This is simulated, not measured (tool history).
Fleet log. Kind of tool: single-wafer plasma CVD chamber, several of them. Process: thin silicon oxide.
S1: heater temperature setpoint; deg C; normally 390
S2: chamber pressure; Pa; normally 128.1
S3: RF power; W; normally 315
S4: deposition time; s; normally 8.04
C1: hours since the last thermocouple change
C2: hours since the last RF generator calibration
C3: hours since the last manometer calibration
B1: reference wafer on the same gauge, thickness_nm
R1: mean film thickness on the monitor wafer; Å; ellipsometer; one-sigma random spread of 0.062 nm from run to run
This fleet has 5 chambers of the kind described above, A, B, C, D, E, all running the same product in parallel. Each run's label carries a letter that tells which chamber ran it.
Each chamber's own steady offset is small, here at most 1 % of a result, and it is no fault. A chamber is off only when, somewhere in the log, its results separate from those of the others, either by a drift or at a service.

| run | hour | S1 | S2 | S3 | S4 | C1 | C2 | C3 | B1 | R1 |
|---|---|---|---|---|---|---|---|---|---|---|
| 1D | 3.5 | 390 | 128.1 | 315 | 8.04 | 1911.8 | 396.5 | 3080.3 | 20.288 | 178.56 |
| 2A | 9 | 390 | 128.1 | 315 | 8.04 | 1175.5 | 1188.1 | 13 | 20.294 | 178.79 |
| 3C | 12.5 | 390 | 128.1 | 315 | 8.04 | 229.1 | 135.3 | 208.3 | 20.294 | 177.84 |
| 4E | 15.9 | 390 | 128.1 | 315 | 8.04 | 887.4 | 454 | 732.6 | 20.302 | 177.65 |
| 5B | 21 | 390 | 128.1 | 315 | 8.04 | 886.6 | 634.4 | 40 | 20.3 | 176.33 |
| 6D | 24.3 | 390 | 128.1 | 315 | 8.04 | 1932.6 | 417.3 | 3101.1 | 20.29 | 178.29 |
| 7C | 28.1 | 390 | 128.1 | 315 | 8.04 | 244.7 | 150.9 | 223.9 | 20.291 | 179.13 |
| 8A | 31.9 | 390 | 115.3 | 315 | 7.15 | 1198.4 | 1211 | 35.9 | 20.3 | 145.31 |
| 9E | 37 | 390 | 115.3 | 315 | 7.15 | 908.5 | 475.1 | 753.7 | 20.31 | 144.71 |
| 10B | 40.5 | 390 | 115.3 | 315 | 7.15 | 906.1 | 653.9 | 59.5 | 20.308 | 144.72 |
| 11C | 44.8 | 390 | 115.3 | 315 | 7.15 | 261.4 | 167.6 | 240.6 | 20.3 | 145.5 |
| 12A | 50.9 | 390 | 115.3 | 315 | 7.15 | 1217.4 | 1230 | 54.9 | 20.282 | 145.67 |
| 13B | 53.7 | 390 | 128.1 | 315 | 8.04 | 919.3 | 667.1 | 72.7 | 20.306 | 177.8 |
| 14D | 56.8 | 390 | 128.1 | 315 | 8.04 | 1965.1 | 449.8 | 3133.6 | 20.293 | 178.25 |
| 15E | 62.9 | 390 | 128.1 | 315 | 8.04 | 934.4 | 501 | 779.6 | 20.312 | 177.45 |
| 16C | 66.6 | 390 | 128.1 | 315 | 8.04 | 283.2 | 189.4 | 262.4 | 20.301 | 178.64 |
| 17E | 71.8 | 390 | 128.1 | 315 | 8.04 | 943.3 | 509.9 | 788.5 | 20.307 | 178.11 |
| 18B | 77.7 | 390 | 128.1 | 315 | 8.04 | 943.3 | 691.1 | 96.7 | 20.313 | 176.7 |
| 19A | 80.7 | 390 | 128.1 | 315 | 8.04 | 1247.2 | 1259.8 | 84.7 | 20.3 | 180.02 |
|  | 83.6 | chamber D: capacitance manometer re-zeroed and calibrated |
| 20D | 84.1 | 390 | 128.1 | 315 | 8.04 | 1992.4 | 477.1 | 0.5 | 20.309 | 183.57 |
| 21D | 86.9 | 390 | 128.1 | 315 | 8.04 | 1995.2 | 479.9 | 3.3 | 20.298 | 184.99 |
| 22C | 92.6 | 390 | 128.1 | 315 | 8.04 | 309.2 | 215.4 | 288.4 | 20.292 | 177.55 |
| 23E | 97.6 | 390 | 128.1 | 315 | 8.04 | 969.1 | 535.7 | 814.3 | 20.31 | 177.72 |
| 24A | 100.5 | 390 | 128.1 | 315 | 8.04 | 1267 | 1279.6 | 104.5 | 20.307 | 179.61 |
| 25B | 103.8 | 390 | 128.1 | 315 | 8.04 | 969.4 | 717.2 | 122.8 | 20.306 | 176.83 |
| 26D | 108 | 390 | 128.1 | 315 | 8.04 | 2016.3 | 501 | 24.4 | 20.314 | 184.05 |
|  | 110.2 | chamber A: RF generator calibrated |
| 27A | 113.9 | 390 | 128.1 | 315 | 8.04 | 1280.4 | 3.8 | 117.9 | 20.308 | 179.81 |
| 28E | 119 | 390 | 128.1 | 315 | 8.04 | 990.5 | 557.1 | 835.7 | 20.308 | 177.33 |
| 29C | 123.1 | 390 | 128.1 | 315 | 8.04 | 339.7 | 245.9 | 318.9 | 20.304 | 178.19 |
| 30B | 126.7 | 390 | 128.1 | 315 | 8.04 | 992.3 | 740.1 | 145.7 | 20.303 | 178.13 |
| 31C | 132.1 | 390 | 128.1 | 315 | 8.04 | 348.7 | 254.9 | 327.9 | 20.301 | 178.67 |
| 32E | 135.8 | 390 | 128.1 | 315 | 8.04 | 1007.3 | 573.9 | 852.5 | 20.308 | 177.97 |
| 33B | 139.6 | 390 | 128.1 | 315 | 8.04 | 1005.2 | 753 | 158.6 | 20.303 | 178.02 |
| 34A | 144.2 | 381 | 128.1 | 315 | 8.65 | 1310.7 | 34.1 | 148.2 | 20.313 | 195.04 |
| 35D | 148.3 | 381 | 128.1 | 315 | 8.65 | 2056.6 | 541.3 | 64.7 | 20.297 | 200.21 |
| 36D | 154.3 | 381 | 128.1 | 315 | 8.65 | 2062.6 | 547.3 | 70.7 | 20.312 | 200.21 |

Predict what each chamber gives when all 5 of them run the settings below next.
| 37A | 158.8 | 390 | 128.1 | 315 | 8.04 |  |  |  |  | ? |
| 37B | 158.8 | 390 | 128.1 | 315 | 8.04 |  |  |  |  | ? |
| 37C | 158.8 | 390 | 128.1 | 315 | 8.04 |  |  |  |  | ? |
| 37D | 158.8 | 390 | 128.1 | 315 | 8.04 |  |  |  |  | ? |
| 37E | 158.8 | 390 | 128.1 | 315 | 8.04 |  |  |  |  | ? |

| run | R1 |
|---|---|
| 37A | 180.01 |
| 37B | 176.91 |
| 37C | 178.42 |
| 37D | 184.51 |
| 37E | 177.73 |
